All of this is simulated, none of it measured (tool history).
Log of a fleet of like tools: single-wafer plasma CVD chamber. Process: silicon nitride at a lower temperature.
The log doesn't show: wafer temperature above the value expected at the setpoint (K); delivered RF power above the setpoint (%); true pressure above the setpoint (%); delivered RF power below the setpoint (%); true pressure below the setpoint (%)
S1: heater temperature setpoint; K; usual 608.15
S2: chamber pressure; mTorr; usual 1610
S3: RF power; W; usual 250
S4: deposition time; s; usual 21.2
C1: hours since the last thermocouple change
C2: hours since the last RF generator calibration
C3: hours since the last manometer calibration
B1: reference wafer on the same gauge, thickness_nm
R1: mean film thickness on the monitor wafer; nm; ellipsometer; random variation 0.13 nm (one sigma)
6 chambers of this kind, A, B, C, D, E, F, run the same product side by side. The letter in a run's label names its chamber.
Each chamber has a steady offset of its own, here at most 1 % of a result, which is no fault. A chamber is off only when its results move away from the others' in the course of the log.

Run 1E, day 0.192: usual settings; C1 297.7; C2 4.8; C3 786.5; B1 18.597. Result: R1 22.248 nm.
Run 2B, day 0.408: usual settings; C1 1271.0; C2 1158.6; C3 710.3; B1 18.640. Result: R1 22.062 nm.
Run 3F, day 0.646: usual settings; C1 266.4; C2 2047.9; C3 1738.6; B1 18.574. Result: R1 22.138 nm.
Run 4D, day 0.838: usual settings; C1 574.3; C2 233.7; C3 2216.7; B1 18.600. Result: R1 22.095 nm.
Run 5C, day 1.046: usual settings; C1 524.2; C2 726.0; C3 840.6; B1 18.602. Result: R1 22.223 nm.
Run 6A, day 1.338: usual settings but S2 1830 mTorr, S4 17.9 s; C1 1594.2; C2 524.4; C3 469.3; B1 18.589. Result: R1 19.389 nm.
Run 7D, day 1.658: usual settings but S2 1830 mTorr, S4 17.9 s; C1 594.0; C2 253.4; C3 2236.4; B1 18.607. Result: R1 19.417 nm.
Run 8B, day 1.888: usual settings but S2 1830 mTorr, S4 17.9 s; C1 1306.5; C2 1194.1; C3 745.8; B1 18.605. Result: R1 19.485 nm.
Run 9F, day 2.067: usual settings but S2 1830 mTorr, S4 17.9 s; C1 300.5; C2 2082.0; C3 1772.7; B1 18.615. Result: R1 19.426 nm.
Run 10E, day 2.388: usual settings but S2 1830 mTorr, S4 17.9 s; C1 350.4; C2 57.5; C3 839.2; B1 18.600. Result: R1 19.397 nm.
Run 11A, day 2.608: usual settings but S2 1830 mTorr, S4 17.9 s; C1 1624.7; C2 554.9; C3 499.8; B1 18.588. Result: R1 19.281 nm.
Run 12C, day 2.812: usual settings but S3 225 W; C1 566.6; C2 768.4; C3 883.0; B1 18.625. Result: R1 20.868 nm.
Run 13B, day 3.058: usual settings but S3 225 W; C1 1334.6; C2 1222.2; C3 773.9; B1 18.599. Result: R1 20.759 nm.
Run 14F, day 3.233: usual settings but S3 225 W; C1 328.5; C2 2110.0; C3 1800.7; B1 18.588. Result: R1 20.669 nm.
Run 15E, day 3.538: usual settings but S3 225 W; C1 378.0; C2 85.1; C3 866.8; B1 18.631. Result: R1 20.341 nm.
Run 16D, day 3.762: usual settings but S3 225 W; C1 644.5; C2 303.9; C3 2286.9; B1 18.597. Result: R1 20.662 nm.
Run 17A, day 3.983: usual settings but S3 225 W; C1 1657.7; C2 587.9; C3 532.8; B1 18.599. Result: R1 20.579 nm.
Run 18C, day 4.138: usual settings; C1 598.4; C2 800.2; C3 914.8; B1 18.591. Result: R1 22.128 nm.
Run 19F, day 4.333: usual settings; C1 354.9; C2 2136.4; C3 1827.1; B1 18.605. Result: R1 22.009 nm.
Run 20C, day 4.617: usual settings but S2 1380 mTorr; C1 609.9; C2 811.7; C3 926.3; B1 18.597. Result: R1 21.453 nm.
Run 21B, day 4.812: usual settings but S2 1380 mTorr; C1 1376.7; C2 1264.3; C3 816.0; B1 18.601. Result: R1 21.381 nm.
Run 22E, day 5.033: usual settings but S2 1380 mTorr; C1 413.9; C2 121.0; C3 902.7; B1 18.628. Result: R1 21.069 nm.
Run 23D, day 5.175: usual settings but S2 1380 mTorr; C1 678.4; C2 337.8; C3 2320.8; B1 18.624. Result: R1 21.507 nm.
Run 24A, day 5.392: usual settings but S2 1380 mTorr; C1 1691.5; C2 621.7; C3 566.6; B1 18.621. Result: R1 21.139 nm.
Run 25D, day 5.633: usual settings but S2 1380 mTorr; C1 689.4; C2 348.8; C3 2331.8; B1 18.584. Result: R1 21.406 nm.
Run 26E, day 5.917: usual settings; C1 435.1; C2 142.2; C3 923.9; B1 18.627. Result: R1 22.122 nm.
Run 27A, day 6.133: usual settings; C1 1709.3; C2 639.5; C3 584.4; B1 18.593. Result: R1 22.292 nm.
Run 28F, day 6.404: usual settings; C1 404.6; C2 2186.1; C3 1876.8; B1 18.596. Result: R1 22.288 nm.
Run 29C, day 6.617: usual settings; C1 657.9; C2 859.7; C3 974.3; B1 18.613. Result: R1 22.167 nm.
Run 30B, day 6.942: usual settings but S2 1890 mTorr; C1 1427.8; C2 1315.4; C3 867.1; B1 18.607. Result: R1 23.390 nm.
Run 31F, day 7.088: usual settings but S2 1890 mTorr; C1 421.0; C2 2202.5; C3 1893.2; B1 18.585. Result: R1 23.073 nm.
At day 7.296: chamber F: capacitance manometer re-zeroed and calibrated.
Run 32B, day 7.329: usual settings but S2 1890 mTorr; C1 1437.1; C2 1324.7; C3 876.4; B1 18.602. Result: R1 23.228 nm.
Run 33A, day 7.521: usual settings but S2 1890 mTorr; C1 1742.6; C2 672.8; C3 617.7; B1 18.588. Result: R1 23.285 nm.
Run 34C, day 7.854: usual settings but S2 1890 mTorr; C1 687.6; C2 889.4; C3 1004.0; B1 18.610. Result: R1 23.200 nm.
At day 7.954: chamber B: thermocouple changed; heater temperature recalibrated.
Run 35E, day 8.050: usual settings but S2 1890 mTorr; C1 486.3; C2 193.4; C3 975.1; B1 18.632. Result: R1 23.049 nm.
Run 36D, day 8.204: usual settings but S1 617.15 K, S4 18.5 s; C1 751.1; C2 410.5; C3 2393.5; B1 18.588. Result: R1 19.333 nm.
Run 37B, day 8.525: usual settings but S1 617.15 K, S4 18.5 s; C1 13.7; C2 1353.4; C3 905.1; B1 18.595. Result: R1 19.256 nm.
Run 38A, day 8.754: usual settings but S1 617.15 K, S4 18.5 s; C1 1772.2; C2 702.4; C3 647.3; B1 18.605. Result: R1 19.056 nm.
Run 39F, day 9.042: usual settings but S1 617.15 K, S4 18.5 s; C1 467.9; C2 2249.4; C3 41.9; B1 18.571. Result: R1 18.963 nm.
Run 40E, day 9.279: usual settings but S1 617.15 K, S4 18.5 s; C1 515.8; C2 222.9; C3 1004.6; B1 18.600. Result: R1 19.155 nm.
Run 41D, day 9.562: usual settings but S1 617.15 K, S4 18.5 s; C1 783.7; C2 443.1; C3 2426.1; B1 18.616. Result: R1 19.336 nm.

Is one chamber off against the others, does the gauge drift, or is nothing wrong? If a chamber is off, say which, and what the likeliest cause is.

No chamber stands off beyond its own small offset, and the gauge holds steady.
